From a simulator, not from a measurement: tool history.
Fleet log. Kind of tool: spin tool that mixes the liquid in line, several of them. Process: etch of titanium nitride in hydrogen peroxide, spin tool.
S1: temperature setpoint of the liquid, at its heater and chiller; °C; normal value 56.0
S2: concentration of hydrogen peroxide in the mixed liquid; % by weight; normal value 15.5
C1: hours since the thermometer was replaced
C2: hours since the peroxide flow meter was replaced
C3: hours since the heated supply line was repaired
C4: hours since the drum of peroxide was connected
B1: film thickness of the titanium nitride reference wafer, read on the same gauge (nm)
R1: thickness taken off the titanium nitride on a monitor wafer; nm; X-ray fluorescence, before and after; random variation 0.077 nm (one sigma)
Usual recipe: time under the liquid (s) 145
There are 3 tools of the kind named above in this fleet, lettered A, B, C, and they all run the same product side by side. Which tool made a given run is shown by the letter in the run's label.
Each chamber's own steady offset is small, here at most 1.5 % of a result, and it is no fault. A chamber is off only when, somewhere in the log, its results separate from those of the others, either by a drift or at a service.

{"run": "1A", "hour": 5.6, "S1": 56.0, "S2": 15.5, "time under the liquid (s)": 145, "C1": 1329.8, "C2": 642.2, "C3": 1655.0, "C4": 184.8, "B1": 50.017, "R1": 9.8941}
{"run": "2B", "hour": 11.3, "S1": 56.0, "S2": 15.5, "time under the liquid (s)": 145, "C1": 989.0, "C2": 750.8, "C3": 1799.8, "C4": 709.5, "B1": 50.022, "R1": 9.8136}
{"run": "3C", "hour": 14.7, "S1": 56.0, "S2": 15.5, "time under the liquid (s)": 145, "C1": 699.5, "C2": 429.4, "C3": 85.1, "C4": 426.6, "B1": 50.019, "R1": 9.9701}
{"run": "4C", "hour": 20.8, "S1": 56.0, "S2": 15.5, "time under the liquid (s)": 145, "C1": 705.6, "C2": 435.5, "C3": 91.2, "C4": 432.7, "B1": 49.983, "R1": 9.9653}
{"run": "5B", "hour": 24.6, "S1": 56.0, "S2": 15.5, "time under the liquid (s)": 145, "C1": 1002.3, "C2": 764.1, "C3": 1813.1, "C4": 722.8, "B1": 50.003, "R1": 9.8538}
{"run": "6A", "hour": 29.4, "S1": 56.0, "S2": 12.0, "time under the liquid (s)": 75, "C1": 1353.6, "C2": 666.0, "C3": 1678.8, "C4": 208.6, "B1": 49.999, "R1": 4.9066}
{"run": "7A", "hour": 33.1, "S1": 56.0, "S2": 12.0, "time under the liquid (s)": 75, "C1": 1357.3, "C2": 669.7, "C3": 1682.5, "C4": 212.3, "B1": 50.007, "R1": 4.8738}
{"run": "8B", "hour": 37.2, "S1": 56.0, "S2": 12.0, "time under the liquid (s)": 75, "C1": 1014.9, "C2": 776.7, "C3": 1825.7, "C4": 735.4, "B1": 49.985, "R1": 4.8165}
{"run": "9C", "hour": 41.0, "S1": 56.0, "S2": 15.5, "time under the liquid (s)": 145, "C1": 725.8, "C2": 455.7, "C3": 111.4, "C4": 452.9, "B1": 49.972, "R1": 10.053}
{"run": "10B", "hour": 46.5, "S1": 56.0, "S2": 15.5, "time under the liquid (s)": 145, "C1": 1024.2, "C2": 786.0, "C3": 1835.0, "C4": 744.7, "B1": 49.985, "R1": 9.8664}
{"run": "11C", "hour": 54.3, "S1": 56.0, "S2": 15.5, "time under the liquid (s)": 145, "C1": 739.1, "C2": 469.0, "C3": 124.7, "C4": 466.2, "B1": 49.976, "R1": 9.9287}
{"run": "12A", "hour": 59.4, "S1": 56.0, "S2": 15.5, "time under the liquid (s)": 145, "C1": 1383.6, "C2": 696.0, "C3": 1708.8, "C4": 238.6, "B1": 50.011, "R1": 9.9495}
{"run": "13C", "hour": 67.1, "S1": 56.0, "S2": 15.5, "time under the liquid (s)": 145, "C1": 751.9, "C2": 481.8, "C3": 137.5, "C4": 479.0, "B1": 49.995, "R1": 9.7047}
{"run": "14B", "hour": 73.6, "S1": 63.0, "S2": 19.0, "time under the liquid (s)": 145, "C1": 1051.3, "C2": 813.1, "C3": 1862.1, "C4": 771.8, "B1": 49.979, "R1": 16.492}
{"run": "15A", "hour": 78.0, "S1": 63.0, "S2": 19.0, "time under the liquid (s)": 145, "C1": 1402.2, "C2": 714.6, "C3": 1727.4, "C4": 257.2, "B1": 49.999, "R1": 16.95}
{"run": "16C", "hour": 85.4, "S1": 63.0, "S2": 19.0, "time under the liquid (s)": 145, "C1": 770.2, "C2": 500.1, "C3": 155.8, "C4": 497.3, "B1": 49.989, "R1": 16.284}
{"run": "17A", "hour": 91.9, "S1": 46.5, "S2": 12.0, "time under the liquid (s)": 145, "C1": 1416.1, "C2": 728.5, "C3": 1741.3, "C4": 271.1, "B1": 50.025, "R1": 4.7103}
{"run": "18B", "hour": 95.7, "S1": 46.5, "S2": 12.0, "time under the liquid (s)": 145, "C1": 1073.4, "C2": 835.2, "C3": 1884.2, "C4": 793.9, "B1": 49.976, "R1": 4.6844}
{"hour": 96.4, "done": "chamber C: peroxide flow meter replaced"}
{"run": "19C", "hour": 99.7, "S1": 46.5, "S2": 12.0, "time under the liquid (s)": 145, "C1": 784.5, "C2": 3.4, "C3": 170.1, "C4": 511.6, "B1": 49.997, "R1": 4.5667}
{"run": "20B", "hour": 103.8, "S1": 56.0, "S2": 15.5, "time under the liquid (s)": 145, "C1": 1081.5, "C2": 843.3, "C3": 1892.3, "C4": 802.0, "B1": 50.01, "R1": 9.8752}
{"run": "21A", "hour": 111.6, "S1": 56.0, "S2": 15.5, "time under the liquid (s)": 145, "C1": 1435.8, "C2": 748.2, "C3": 1761.0, "C4": 290.8, "B1": 49.985, "R1": 9.9837}
{"run": "22A", "hour": 119.4, "S1": 56.0, "S2": 15.5, "time under the liquid (s)": 145, "C1": 1443.6, "C2": 756.0, "C3": 1768.8, "C4": 298.6, "B1": 50.0, "R1": 9.7901}
{"run": "23B", "hour": 123.3, "S1": 56.0, "S2": 15.5, "time under the liquid (s)": 145, "C1": 1101.0, "C2": 862.8, "C3": 1911.8, "C4": 821.5, "B1": 49.992, "R1": 9.7364}
{"run": "24C", "hour": 129.6, "S1": 56.0, "S2": 15.5, "time under the liquid (s)": 145, "C1": 814.4, "C2": 33.3, "C3": 200.0, "C4": 541.5, "B1": 49.997, "R1": 9.3415}
{"run": "25B", "hour": 134.1, "S1": 56.0, "S2": 15.5, "time under the liquid (s)": 145, "C1": 1111.8, "C2": 873.6, "C3": 1922.6, "C4": 832.3, "B1": 49.978, "R1": 9.8328}

Predict what each chamber gives when all 3 of them run the settings below next.
{"run": "26A", "hour": 139.8, "S1": 51.0, "S2": 15.5, "time under the liquid (s)": 145, "R1": "?"}
{"run": "26B", "hour": 139.8, "S1": 51.0, "S2": 15.5, "time under the liquid (s)": 145, "R1": "?"}
{"run": "26C", "hour": 139.8, "S1": 51.0, "S2": 15.5, "time under the liquid (s)": 145, "R1": "?"}

run=26A R1=6.9774
run=26B R1=6.9363
run=26C R1=6.4703

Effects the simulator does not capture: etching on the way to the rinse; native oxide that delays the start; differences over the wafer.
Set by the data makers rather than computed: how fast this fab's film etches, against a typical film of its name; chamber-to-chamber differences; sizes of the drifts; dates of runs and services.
